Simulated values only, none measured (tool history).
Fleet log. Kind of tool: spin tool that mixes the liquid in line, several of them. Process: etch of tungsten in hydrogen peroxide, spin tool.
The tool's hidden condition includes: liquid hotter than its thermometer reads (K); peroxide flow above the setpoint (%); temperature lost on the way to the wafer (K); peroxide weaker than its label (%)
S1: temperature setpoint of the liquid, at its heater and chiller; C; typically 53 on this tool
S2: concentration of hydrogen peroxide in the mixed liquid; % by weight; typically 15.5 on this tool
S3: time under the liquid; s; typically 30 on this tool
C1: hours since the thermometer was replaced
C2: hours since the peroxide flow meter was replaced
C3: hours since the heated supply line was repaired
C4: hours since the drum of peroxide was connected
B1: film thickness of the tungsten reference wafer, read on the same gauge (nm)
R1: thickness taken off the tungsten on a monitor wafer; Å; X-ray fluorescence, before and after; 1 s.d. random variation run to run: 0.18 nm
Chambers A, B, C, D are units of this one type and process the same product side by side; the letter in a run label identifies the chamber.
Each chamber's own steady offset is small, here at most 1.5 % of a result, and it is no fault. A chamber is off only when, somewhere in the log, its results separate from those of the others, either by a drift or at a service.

run     day  S1    S2  S3      C1      C2      C3      C4      B1      R1
 1D   0.421  53  15.5  30   186.6     412   258.2     761  40.008  283.49
 2A   0.988  53  15.5  30   192.9  1104.2     934   338.3  40.009  282.69
 3C   1.554  53  15.5  30  2145.9   155.2   884.2    40.7  39.993  286.19
 4B   2.012  53  15.5  30   633.3   494.6  1385.4  1319.9  39.993  279.89
 5B   2.292  53  15.5  30     640   501.3  1392.1  1326.6  39.999  281.24
      2.675  -- chamber B: new drum of peroxide connected
 6D   2.842  53  15.5  30   244.7   470.1   316.3   819.1  40.031  282.21
 7C   3.308  53  15.5  30    2188   197.3   926.3    82.8  39.976  288.88
 8A   3.783  53  15.5  30     260  1171.3  1001.1   405.4  40.007  285.35
 9C    4.15  53  15.5  30  2208.2   217.5   946.5     103  40.001  286.25
10D   4.462  53  15.5  30   283.6     509   355.2     858  40.005  286.43
11A   4.821  53  15.5  30   284.9  1196.2    1026   430.3  40.015  288.49
12B   5.304  53  15.5  30   712.3   573.6  1464.4    63.2  39.976  283.42
13D   5.608  53  15.5  30   311.1   536.5   382.7   885.5  39.999  284.04
      6.179  -- chamber B: heated supply line repaired
14A   6.179  53  15.5  30   317.5  1228.8  1058.6   462.9  39.995   287.6
15C   6.621  53  15.5  30  2267.5   276.8  1005.8   162.3  40.015  287.19
16B     6.9  53  15.5  30   750.6   611.9    17.3   101.5  39.983  279.35
17C   7.308  53  15.5  30    2284   293.3  1022.3   178.8  40.022   287.2
18B   7.654  53  15.5  30   768.7     630    35.4   119.6  40.021  277.47
19A   8.054  53  15.5  30   362.5  1273.8  1103.6   507.9      40  283.97
20D   8.375  53  15.5  30   377.5   602.9   449.1   951.9  39.994  287.33
21C   8.754  53  15.5  30  2318.7     328    1057   213.5  39.992  282.88
22A   9.029  53  15.5  30   385.9  1297.2    1127   531.3  39.981  288.48
      9.333  -- chamber A: new drum of peroxide connected
23D   9.417  53  15.5  30   402.5   627.9   474.1   976.9  39.965   284.4
24B   9.804  53  15.5  30   820.3   681.6      87   171.2  40.002  278.15
25C  10.308  53  15.5  30    2356   365.3  1094.3   250.8      40  286.21
26B  10.767  53  15.5  30   843.4   704.7   110.1   194.3  40.012  278.08
27A  11.154  53  15.5  30   436.9  1348.2    1178    43.7   39.99  284.45
28D  11.754  62  17.5  30   458.6     684   530.2    1033  40.015  511.97
29B  12.362  62  17.5  30   881.7     743   148.4   232.6   40.02  511.91
30C  12.808  62  17.5  30    2416   425.3  1154.3   310.8  40.012  515.27
31A   13.25  62  17.5  30   487.2  1398.5  1228.3      94  39.975  516.28
     13.338  -- chamber A: heated supply line repaired
32D  13.838  53  15.5  30   508.6     734   580.2    1083  39.993     284
33C  14.262  53  15.5  30  2450.9   460.2  1189.2   345.7  40.019  286.86
34B  14.775  53  15.5  30   939.6   800.9   206.3   290.5  40.013  280.88
     15.196  -- chamber B: peroxide flow meter replaced
35A  15.204  53  15.5  30   534.1  1445.4    44.8   140.9  40.032  283.61
36D  15.721  53  15.5  30   553.8   779.2   625.4  1128.2  39.991  284.05
37B  15.992  53  15.5  30   968.8    19.1   235.5   319.7  40.012  277.69

All 4 chambers run these settings next. Forecast each chamber's results:
38A  16.433  53  15.5  30                       ?
38B  16.433  53  15.5  30                       ?
38C  16.433  53  15.5  30                       ?
38D  16.433  53  15.5  30                       ?

run      R1
38A  287.69
38B  278.92
38C  288.04
38D  284.17

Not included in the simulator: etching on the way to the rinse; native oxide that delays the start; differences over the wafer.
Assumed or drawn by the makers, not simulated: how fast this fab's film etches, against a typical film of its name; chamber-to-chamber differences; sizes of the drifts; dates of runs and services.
